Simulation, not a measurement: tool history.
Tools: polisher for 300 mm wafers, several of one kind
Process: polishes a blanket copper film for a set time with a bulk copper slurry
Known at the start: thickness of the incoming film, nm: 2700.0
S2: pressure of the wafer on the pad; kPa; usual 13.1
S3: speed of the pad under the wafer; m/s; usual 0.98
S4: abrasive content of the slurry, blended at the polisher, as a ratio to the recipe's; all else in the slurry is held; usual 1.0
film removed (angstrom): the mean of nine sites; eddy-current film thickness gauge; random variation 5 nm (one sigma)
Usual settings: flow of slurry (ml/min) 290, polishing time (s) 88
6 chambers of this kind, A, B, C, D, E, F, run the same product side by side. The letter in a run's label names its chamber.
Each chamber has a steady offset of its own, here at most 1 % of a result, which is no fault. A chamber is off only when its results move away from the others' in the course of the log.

{"hour": 1.5, "done": "chamber C: worn pad replaced by a new one"}
{"hour": 7.0, "done": "chamber F: slurry blender recalibrated"}
{"run": "1B", "hour": 8.7, "flow of slurry (ml/min)": 290, "S2": 13.1, "S3": 0.98, "S4": 1.0, "polishing time (s)": 88, "film removed (angstrom)": 5136.9}
{"run": "2F", "hour": 15.7, "flow of slurry (ml/min)": 290, "S2": 13.1, "S3": 0.98, "S4": 1.0, "polishing time (s)": 88, "film removed (angstrom)": 5212.1}
{"hour": 19.6, "done": "chamber D: slurry blender recalibrated"}
{"run": "3A", "hour": 21.6, "flow of slurry (ml/min)": 290, "S2": 13.1, "S3": 0.98, "S4": 1.0, "polishing time (s)": 88, "film removed (angstrom)": 5252.9}
{"hour": 23.9, "done": "chamber A: worn pad replaced by a new one"}
{"hour": 29.2, "done": "chamber E: worn pad replaced by a new one"}
{"hour": 30.0, "done": "chamber D: worn pad replaced by a new one"}
{"run": "4E", "hour": 30.3, "flow of slurry (ml/min)": 290, "S2": 13.1, "S3": 0.98, "S4": 1.0, "polishing time (s)": 88, "film removed (angstrom)": 5162.7}
{"hour": 34.6, "done": "chamber B: worn pad replaced by a new one"}
{"run": "5D", "hour": 38.9, "flow of slurry (ml/min)": 290, "S2": 13.1, "S3": 0.98, "S4": 1.0, "polishing time (s)": 88, "film removed (angstrom)": 5224.5}
{"run": "6C", "hour": 46.0, "flow of slurry (ml/min)": 290, "S2": 13.1, "S3": 0.98, "S4": 1.0, "polishing time (s)": 88, "film removed (angstrom)": 5273.5}
{"run": "7A", "hour": 52.6, "flow of slurry (ml/min)": 290, "S2": 13.1, "S3": 0.98, "S4": 1.0, "polishing time (s)": 88, "film removed (angstrom)": 5164.8}
{"run": "8B", "hour": 57.9, "flow of slurry (ml/min)": 290, "S2": 13.1, "S3": 0.98, "S4": 1.0, "polishing time (s)": 88, "film removed (angstrom)": 5088.4}
{"run": "9F", "hour": 63.4, "flow of slurry (ml/min)": 290, "S2": 13.1, "S3": 0.98, "S4": 1.0, "polishing time (s)": 88, "film removed (angstrom)": 5172.6}
{"run": "10C", "hour": 72.1, "flow of slurry (ml/min)": 290, "S2": 13.1, "S3": 0.98, "S4": 1.0, "polishing time (s)": 88, "film removed (angstrom)": 5236.5}
{"hour": 72.2, "done": "chamber F: worn pad replaced by a new one"}
{"run": "11E", "hour": 77.4, "flow of slurry (ml/min)": 290, "S2": 13.1, "S3": 0.98, "S4": 1.0, "polishing time (s)": 88, "film removed (angstrom)": 5133.2}
{"run": "12D", "hour": 84.8, "flow of slurry (ml/min)": 290, "S2": 13.1, "S3": 0.98, "S4": 1.0, "polishing time (s)": 88, "film removed (angstrom)": 5200.7}
{"hour": 90.4, "done": "chamber E: worn pad replaced by a new one"}
{"run": "13C", "hour": 93.7, "flow of slurry (ml/min)": 290, "S2": 13.1, "S3": 0.98, "S4": 1.0, "polishing time (s)": 88, "film removed (angstrom)": 5264.0}
{"hour": 94.4, "done": "chamber D: worn pad replaced by a new one"}
{"hour": 97.6, "done": "chamber C: head pressure recalibrated"}
{"run": "14E", "hour": 99.8, "flow of slurry (ml/min)": 290, "S2": 13.1, "S3": 0.98, "S4": 1.0, "polishing time (s)": 88, "film removed (angstrom)": 5218.9}
{"hour": 106.9, "done": "chamber C: slurry nozzle cleaned"}
{"run": "15F", "hour": 108.5, "flow of slurry (ml/min)": 290, "S2": 13.1, "S3": 0.98, "S4": 1.0, "polishing time (s)": 88, "film removed (angstrom)": 5299.7}
{"run": "16A", "hour": 116.7, "flow of slurry (ml/min)": 290, "S2": 13.1, "S3": 1.1, "S4": 0.8, "polishing time (s)": 88, "film removed (angstrom)": 5579.2}
{"hour": 119.4, "done": "chamber C: worn pad replaced by a new one"}
{"hour": 119.6, "done": "chamber A: worn pad replaced by a new one"}
{"hour": 123.6, "done": "chamber B: worn pad replaced by a new one"}
{"run": "17B", "hour": 124.4, "flow of slurry (ml/min)": 290, "S2": 13.1, "S3": 1.1, "S4": 0.8, "polishing time (s)": 88, "film removed (angstrom)": 5639.1}
{"hour": 124.5, "done": "chamber F: slurry nozzle cleaned"}
{"run": "18D", "hour": 131.6, "flow of slurry (ml/min)": 290, "S2": 13.1, "S3": 1.1, "S4": 0.8, "polishing time (s)": 88, "film removed (angstrom)": 5691.3}
{"run": "19D", "hour": 138.8, "flow of slurry (ml/min)": 290, "S2": 13.1, "S3": 1.1, "S4": 0.8, "polishing time (s)": 88, "film removed (angstrom)": 5512.0}
{"hour": 141.6, "done": "chamber F: worn pad replaced by a new one"}
{"run": "20C", "hour": 143.0, "flow of slurry (ml/min)": 290, "S2": 13.1, "S3": 1.1, "S4": 0.8, "polishing time (s)": 88, "film removed (angstrom)": 6130.4}
{"run": "21F", "hour": 150.4, "flow of slurry (ml/min)": 290, "S2": 13.1, "S3": 1.1, "S4": 0.8, "polishing time (s)": 88, "film removed (angstrom)": 5636.7}
{"hour": 157.0, "done": "chamber D: slurry nozzle cleaned"}
{"hour": 157.7, "done": "chamber A: slurry blender recalibrated"}
{"run": "22A", "hour": 158.1, "flow of slurry (ml/min)": 290, "S2": 13.1, "S3": 0.98, "S4": 1.0, "polishing time (s)": 106, "film removed (angstrom)": 6282.9}
{"hour": 158.6, "done": "chamber C: slurry blender recalibrated"}
{"hour": 162.2, "done": "chamber B: slurry blender recalibrated"}
{"run": "23E", "hour": 162.5, "flow of slurry (ml/min)": 290, "S2": 13.1, "S3": 0.98, "S4": 1.0, "polishing time (s)": 106, "film removed (angstrom)": 6318.8}
{"hour": 165.5, "done": "chamber E: worn pad replaced by a new one"}
{"hour": 165.7, "done": "chamber D: worn pad replaced by a new one"}
{"run": "24B", "hour": 166.5, "flow of slurry (ml/min)": 290, "S2": 13.1, "S3": 0.98, "S4": 1.0, "polishing time (s)": 106, "film removed (angstrom)": 6293.5}
{"run": "25C", "hour": 170.6, "flow of slurry (ml/min)": 290, "S2": 13.1, "S3": 0.98, "S4": 1.0, "polishing time (s)": 106, "film removed (angstrom)": 6886.8}
{"run": "26A", "hour": 176.2, "flow of slurry (ml/min)": 290, "S2": 13.1, "S3": 0.98, "S4": 1.0, "polishing time (s)": 106, "film removed (angstrom)": 6259.8}
{"hour": 180.5, "done": "chamber B: slurry nozzle cleaned"}
{"run": "27E", "hour": 181.0, "flow of slurry (ml/min)": 290, "S2": 13.1, "S3": 0.98, "S4": 1.0, "polishing time (s)": 106, "film removed (angstrom)": 6256.2}
{"run": "28F", "hour": 186.8, "flow of slurry (ml/min)": 290, "S2": 13.1, "S3": 0.98, "S4": 1.0, "polishing time (s)": 88, "film removed (angstrom)": 5195.6}
{"run": "29B", "hour": 192.2, "flow of slurry (ml/min)": 290, "S2": 13.1, "S3": 0.98, "S4": 1.0, "polishing time (s)": 88, "film removed (angstrom)": 5234.4}
{"hour": 194.1, "done": "chamber E: head pressure recalibrated"}
{"hour": 194.2, "done": "chamber B: worn pad replaced by a new one"}
{"hour": 197.3, "done": "chamber A: slurry nozzle cleaned"}
{"run": "30D", "hour": 198.5, "flow of slurry (ml/min)": 290, "S2": 13.1, "S3": 0.98, "S4": 1.0, "polishing time (s)": 88, "film removed (angstrom)": 5280.0}
{"run": "31D", "hour": 205.2, "flow of slurry (ml/min)": 290, "S2": 13.1, "S3": 0.98, "S4": 1.0, "polishing time (s)": 88, "film removed (angstrom)": 5198.5}
{"hour": 208.9, "done": "chamber D: slurry blender recalibrated"}
{"run": "32B", "hour": 211.5, "flow of slurry (ml/min)": 290, "S2": 13.1, "S3": 0.98, "S4": 1.0, "polishing time (s)": 88, "film removed (angstrom)": 5116.5}
{"hour": 215.6, "done": "chamber F: worn pad replaced by a new one"}
{"hour": 217.9, "done": "chamber A: worn pad replaced by a new one"}
{"run": "33F", "hour": 220.5, "flow of slurry (ml/min)": 290, "S2": 13.1, "S3": 1.18, "S4": 1.0, "polishing time (s)": 115, "film removed (angstrom)": 8201.4}
{"hour": 222.0, "done": "chamber C: worn pad replaced by a new one"}
{"run": "34A", "hour": 228.9, "flow of slurry (ml/min)": 290, "S2": 13.1, "S3": 1.18, "S4": 1.0, "polishing time (s)": 115, "film removed (angstrom)": 8051.3}
{"hour": 231.4, "done": "chamber E: worn pad replaced by a new one"}
{"run": "35C", "hour": 237.3, "flow of slurry (ml/min)": 290, "S2": 13.1, "S3": 1.18, "S4": 1.0, "polishing time (s)": 115, "film removed (angstrom)": 8846.1}
{"hour": 240.9, "done": "chamber D: worn pad replaced by a new one"}
{"run": "36E", "hour": 243.6, "flow of slurry (ml/min)": 290, "S2": 13.1, "S3": 1.18, "S4": 1.0, "polishing time (s)": 115, "film removed (angstrom)": 8276.0}
{"run": "37E", "hour": 248.0, "flow of slurry (ml/min)": 290, "S2": 13.1, "S3": 1.18, "S4": 1.0, "polishing time (s)": 115, "film removed (angstrom)": 8245.0}
{"run": "38B", "hour": 255.6, "flow of slurry (ml/min)": 290, "S2": 13.1, "S3": 1.18, "S4": 1.0, "polishing time (s)": 115, "film removed (angstrom)": 8090.1}
{"run": "39D", "hour": 259.9, "flow of slurry (ml/min)": 290, "S2": 13.1, "S3": 0.98, "S4": 1.0, "polishing time (s)": 88, "film removed (angstrom)": 5263.7}
{"run": "40F", "hour": 266.7, "flow of slurry (ml/min)": 290, "S2": 13.1, "S3": 0.98, "S4": 1.0, "polishing time (s)": 88, "film removed (angstrom)": 5229.2}
{"run": "41A", "hour": 273.8, "flow of slurry (ml/min)": 290, "S2": 13.1, "S3": 0.76, "S4": 0.8, "polishing time (s)": 88, "film removed (angstrom)": 3912.3}
{"run": "42C", "hour": 281.9, "flow of slurry (ml/min)": 290, "S2": 13.1, "S3": 0.76, "S4": 0.8, "polishing time (s)": 88, "film removed (angstrom)": 4237.1}
{"run": "43C", "hour": 290.1, "flow of slurry (ml/min)": 290, "S2": 13.1, "S3": 0.76, "S4": 0.8, "polishing time (s)": 88, "film removed (angstrom)": 4267.5}
{"run": "44A", "hour": 295.6, "flow of slurry (ml/min)": 290, "S2": 13.1, "S3": 0.76, "S4": 0.8, "polishing time (s)": 88, "film removed (angstrom)": 3784.8}

All 6 chambers run these settings next. Forecast each chamber's results:
{"run": "45A", "hour": 302.0, "flow of slurry (ml/min)": 290, "S2": 13.1, "S3": 0.98, "S4": 1.0, "polishing time (s)": 88, "film removed (angstrom)": "?"}
{"run": "45B", "hour": 302.0, "flow of slurry (ml/min)": 290, "S2": 13.1, "S3": 0.98, "S4": 1.0, "polishing time (s)": 88, "film removed (angstrom)": "?"}
{"run": "45C", "hour": 302.0, "flow of slurry (ml/min)": 290, "S2": 13.1, "S3": 0.98, "S4": 1.0, "polishing time (s)": 88, "film removed (angstrom)": "?"}
{"run": "45D", "hour": 302.0, "flow of slurry (ml/min)": 290, "S2": 13.1, "S3": 0.98, "S4": 1.0, "polishing time (s)": 88, "film removed (angstrom)": "?"}
{"run": "45E", "hour": 302.0, "flow of slurry (ml/min)": 290, "S2": 13.1, "S3": 0.98, "S4": 1.0, "polishing time (s)": 88, "film removed (angstrom)": "?"}
{"run": "45F", "hour": 302.0, "flow of slurry (ml/min)": 290, "S2": 13.1, "S3": 0.98, "S4": 1.0, "polishing time (s)": 88, "film removed (angstrom)": "?"}

run=45A film_removed_(angstrom)=5116.9
run=45B film_removed_(angstrom)=5052.9
run=45C film_removed_(angstrom)=5667.6
run=45D film_removed_(angstrom)=5246.5
run=45E film_removed_(angstrom)=5280.8
run=45F film_removed_(angstrom)=5268.1

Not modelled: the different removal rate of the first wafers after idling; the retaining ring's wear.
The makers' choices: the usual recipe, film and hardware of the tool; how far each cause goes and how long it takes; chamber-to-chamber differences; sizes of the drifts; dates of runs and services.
